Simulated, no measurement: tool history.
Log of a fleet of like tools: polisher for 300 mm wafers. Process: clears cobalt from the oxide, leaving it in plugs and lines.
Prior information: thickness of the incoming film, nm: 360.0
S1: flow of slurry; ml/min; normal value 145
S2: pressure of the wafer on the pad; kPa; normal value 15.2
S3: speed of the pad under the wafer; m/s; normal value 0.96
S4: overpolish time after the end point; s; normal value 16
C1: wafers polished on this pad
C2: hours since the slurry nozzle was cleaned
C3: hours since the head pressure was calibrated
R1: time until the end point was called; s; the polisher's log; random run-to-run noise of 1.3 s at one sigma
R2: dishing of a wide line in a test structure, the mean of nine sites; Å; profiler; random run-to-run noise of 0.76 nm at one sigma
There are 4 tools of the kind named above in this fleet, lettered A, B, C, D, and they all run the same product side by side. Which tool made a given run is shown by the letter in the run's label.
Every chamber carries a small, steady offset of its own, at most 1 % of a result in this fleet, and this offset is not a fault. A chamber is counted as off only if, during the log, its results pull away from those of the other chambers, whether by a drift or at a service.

{"run": "1B", "day": 0.3, "S1": 145, "S2": 15.2, "S3": 0.96, "S4": 16, "C1": 261, "C2": 306.6, "C3": 262.8, "R1": 69.169, "R2": 478.89}
{"run": "2A", "day": 0.596, "S1": 145, "S2": 15.2, "S3": 0.96, "S4": 16, "C1": 285, "C2": 71.6, "C3": 477.1, "R1": 66.546, "R2": 490.65}
{"run": "3D", "day": 0.817, "S1": 145, "S2": 15.2, "S3": 0.96, "S4": 16, "C1": 236, "C2": 692.6, "C3": 207.6, "R1": 65.854, "R2": 475.6}
{"run": "4C", "day": 1.104, "S1": 145, "S2": 15.2, "S3": 0.96, "S4": 16, "C1": 214, "C2": 80.2, "C3": 183, "R1": 66.363, "R2": 474.83}
{"run": "5B", "day": 1.304, "S1": 145, "S2": 15.2, "S3": 0.96, "S4": 16, "C1": 419, "C2": 330.7, "C3": 286.9, "R1": 67.634, "R2": 495.85}
{"run": "6A", "day": 1.621, "S1": 145, "S2": 15.2, "S3": 0.96, "S4": 16, "C1": 446, "C2": 96.2, "C3": 501.7, "R1": 66.887, "R2": 485.16}
{"run": "7C", "day": 1.8, "S1": 145, "S2": 15.2, "S3": 0.96, "S4": 16, "C1": 324, "C2": 96.9, "C3": 199.7, "R1": 67.2, "R2": 472.64}
{"day": 1.992, "done": "chamber B: worn pad replaced by a new one"}
{"run": "8D", "day": 2.108, "S1": 145, "S2": 15.2, "S3": 0.96, "S4": 16, "C1": 439, "C2": 723.6, "C3": 238.6, "R1": 67.634, "R2": 474.97}
{"run": "9C", "day": 2.454, "S1": 145, "S2": 15.2, "S3": 1.28, "S4": 13, "C1": 426, "C2": 112.6, "C3": 215.4, "R1": 51.406, "R2": 494.58}
{"run": "10B", "day": 2.667, "S1": 145, "S2": 15.2, "S3": 1.28, "S4": 13, "C1": 106, "C2": 363.4, "C3": 319.6, "R1": 50.907, "R2": 507.78}
{"run": "11D", "day": 2.846, "S1": 145, "S2": 15.2, "S3": 1.28, "S4": 13, "C1": 554, "C2": 741.3, "C3": 256.3, "R1": 49.394, "R2": 497.69}
{"run": "12A", "day": 3.246, "S1": 145, "S2": 15.2, "S3": 1.28, "S4": 13, "C1": 701, "C2": 135.2, "C3": 540.7, "R1": 51.779, "R2": 498.86}
{"day": 3.442, "done": "chamber D: worn pad replaced by a new one"}
{"run": "13D", "day": 3.512, "S1": 145, "S2": 15.2, "S3": 0.96, "S4": 16, "C1": 11, "C2": 757.3, "C3": 272.3, "R1": 68.081, "R2": 482.01}
{"run": "14B", "day": 3.692, "S1": 145, "S2": 15.2, "S3": 0.96, "S4": 16, "C1": 267, "C2": 388, "C3": 344.2, "R1": 66.183, "R2": 492.57}
{"run": "15C", "day": 3.962, "S1": 145, "S2": 15.2, "S3": 0.96, "S4": 16, "C1": 663, "C2": 148.8, "C3": 251.6, "R1": 68.599, "R2": 489.92}
{"run": "16A", "day": 4.362, "S1": 145, "S2": 15.2, "S3": 0.96, "S4": 16, "C1": 876, "C2": 162, "C3": 567.5, "R1": 67.562, "R2": 487.43}
{"run": "17D", "day": 4.6, "S1": 145, "S2": 15.2, "S3": 0.96, "S4": 16, "C1": 181, "C2": 783.4, "C3": 298.4, "R1": 67.926, "R2": 481.39}
{"run": "18B", "day": 4.804, "S1": 145, "S2": 15.2, "S3": 0.96, "S4": 16, "C1": 441, "C2": 414.7, "C3": 370.9, "R1": 66.049, "R2": 484.22}
{"day": 4.921, "done": "chamber B: slurry nozzle cleaned"}
{"run": "19C", "day": 5.062, "S1": 145, "S2": 15.2, "S3": 1.2, "S4": 16, "C1": 836, "C2": 175.2, "C3": 278, "R1": 53.418, "R2": 531.52}
{"day": 5.121, "done": "chamber C: worn pad replaced by a new one"}
{"day": 5.154, "done": "chamber B: worn pad replaced by a new one"}
{"run": "20A", "day": 5.275, "S1": 145, "S2": 15.2, "S3": 1.2, "S4": 16, "C1": 1019, "C2": 183.9, "C3": 589.4, "R1": 53.811, "R2": 533.97}
{"day": 5.388, "done": "chamber A: slurry nozzle cleaned"}
{"day": 5.512, "done": "chamber C: head pressure recalibrated"}
{"run": "21A", "day": 5.583, "S1": 145, "S2": 15.2, "S3": 1.2, "S4": 16, "C1": 1068, "C2": 4.8, "C3": 596.8, "R1": 54.46, "R2": 527.49}
{"run": "22D", "day": 5.962, "S1": 145, "S2": 15.2, "S3": 1.2, "S4": 16, "C1": 395, "C2": 816.1, "C3": 331.1, "R1": 53.089, "R2": 524.03}
{"run": "23B", "day": 6.346, "S1": 145, "S2": 15.2, "S3": 0.96, "S4": 16, "C1": 187, "C2": 34.3, "C3": 407.9, "R1": 67.3, "R2": 472.35}
{"run": "24C", "day": 6.579, "S1": 180, "S2": 15.2, "S3": 0.96, "S4": 16, "C1": 229, "C2": 211.6, "C3": 25.6, "R1": 65.072, "R2": 497.8}
{"run": "25D", "day": 6.858, "S1": 180, "S2": 15.2, "S3": 0.96, "S4": 16, "C1": 536, "C2": 837.6, "C3": 352.6, "R1": 66.644, "R2": 501.24}
{"run": "26C", "day": 7.162, "S1": 180, "S2": 15.2, "S3": 0.96, "S4": 16, "C1": 320, "C2": 225.6, "C3": 39.6, "R1": 63.181, "R2": 488.38}
{"run": "27A", "day": 7.558, "S1": 180, "S2": 15.2, "S3": 0.96, "S4": 16, "C1": 1378, "C2": 52.2, "C3": 644.2, "R1": 65.644, "R2": 497.74}

Next, all 4 chambers run the settings below, one line each with question marks for the results. What does each chamber give?
{"run": "28A", "day": 7.842, "S1": 145, "S2": 15.2, "S3": 0.96, "S4": 21, "R1": "?", "R2": "?"}
{"run": "28B", "day": 7.842, "S1": 145, "S2": 15.2, "S3": 0.96, "S4": 21, "R1": "?", "R2": "?"}
{"run": "28C", "day": 7.842, "S1": 145, "S2": 15.2, "S3": 0.96, "S4": 21, "R1": "?", "R2": "?"}
{"run": "28D", "day": 7.842, "S1": 145, "S2": 15.2, "S3": 0.96, "S4": 21, "R1": "?", "R2": "?"}

run=28A R1=67.451 R2=544.33
run=28B R1=69.615 R2=553.1
run=28C R1=67.381 R2=542.58
run=28D R1=68.432 R2=529.79
